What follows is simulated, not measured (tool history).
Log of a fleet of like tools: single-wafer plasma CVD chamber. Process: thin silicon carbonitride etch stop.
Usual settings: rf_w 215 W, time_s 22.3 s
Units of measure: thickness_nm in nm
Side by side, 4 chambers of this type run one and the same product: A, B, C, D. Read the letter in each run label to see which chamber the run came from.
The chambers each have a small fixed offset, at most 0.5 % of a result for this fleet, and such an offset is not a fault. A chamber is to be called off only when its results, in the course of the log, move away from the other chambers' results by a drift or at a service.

run	hour	rf_w	time_s	read-back reference wafer on the same gauge, thickness_nm	thickness_nm
1C	2.5	215	22.3	13.902	12.97
2D	7.7	215	22.3	13.899	12.973
3A	10.4	215	22.3	13.901	13.024
4B	14.5	215	22.3	13.906	13.026
5B	17.3	215	22.3	13.896	13.05
6D	20.6	215	22.3	13.904	13.091
7C	26.1	215	22.3	13.903	12.914
8A	31.7	215	22.3	13.895	13.001
9C	34.8	215	22.3	13.9	12.896
10B	37.8	215	22.3	13.906	13.05
11A	43.3	215	22.3	13.893	13.005
12D	48.3	215	22.3	13.903	12.998
13D	53.9	215	22.3	13.897	13.037
14A	58.6	215	22.3	13.896	13.013
15B	63.2	215	22.3	13.903	12.994
16C	67.5	215	22.3	13.896	12.98
17B	71.4	215	22.3	13.9	12.985
18D	73.9	215	22.3	13.899	13.032
19A	77.9	215	22.3	13.904	12.995
20C	81.4	215	22.3	13.897	12.967
21A	86.4	215	22.3	13.899	12.99
22D	90.1	215	22.3	13.909	13.049
23B	95.4	215	22.3	13.904	12.883
24C	98.2	230	24.7	13.905	14.627
25C	102.3	230	24.7	13.897	14.666
26A	108	230	24.7	13.908	14.711
27B	113.1	230	24.7	13.903	14.625
28D	117.9	215	22.3	13.894	13.021
29D	122.3	215	22.3	13.906	13.002
# hour 127: chamber C: RF generator calibrated
30C	127.3	215	22.3	13.897	12.991
31A	130.7	215	22.3	13.903	12.991
32B	133.3	215	22.3	13.898	12.854
33A	138.6	215	22.3	13.902	13.017
34B	141.6	215	22.3	13.897	12.797
35C	147	215	22.3	13.903	12.972
36D	150.8	215	22.3	13.906	13.056
37A	155.3	215	22.3	13.901	12.995
38D	159.6	215	22.3	13.898	13.033
39B	165.2	215	22.3	13.911	12.821
40C	168.6	215	22.3	13.905	12.968
41C	173.4	215	22.3	13.892	12.947
42D	176.1	215	22.3	13.9	13.013
43B	178.8	215	22.3	13.906	12.774
44A	181.9	215	22.3	13.903	12.938

The same settings go to every chamber for the next run, one line per chamber below. Forecast the results for each:
45A	186	215	22.3		?
45B	186	215	22.3		?
45C	186	215	22.3		?
45D	186	215	22.3		?

run	thickness_nm
45A	13.036
45B	12.812
45C	12.969
45D	13.042

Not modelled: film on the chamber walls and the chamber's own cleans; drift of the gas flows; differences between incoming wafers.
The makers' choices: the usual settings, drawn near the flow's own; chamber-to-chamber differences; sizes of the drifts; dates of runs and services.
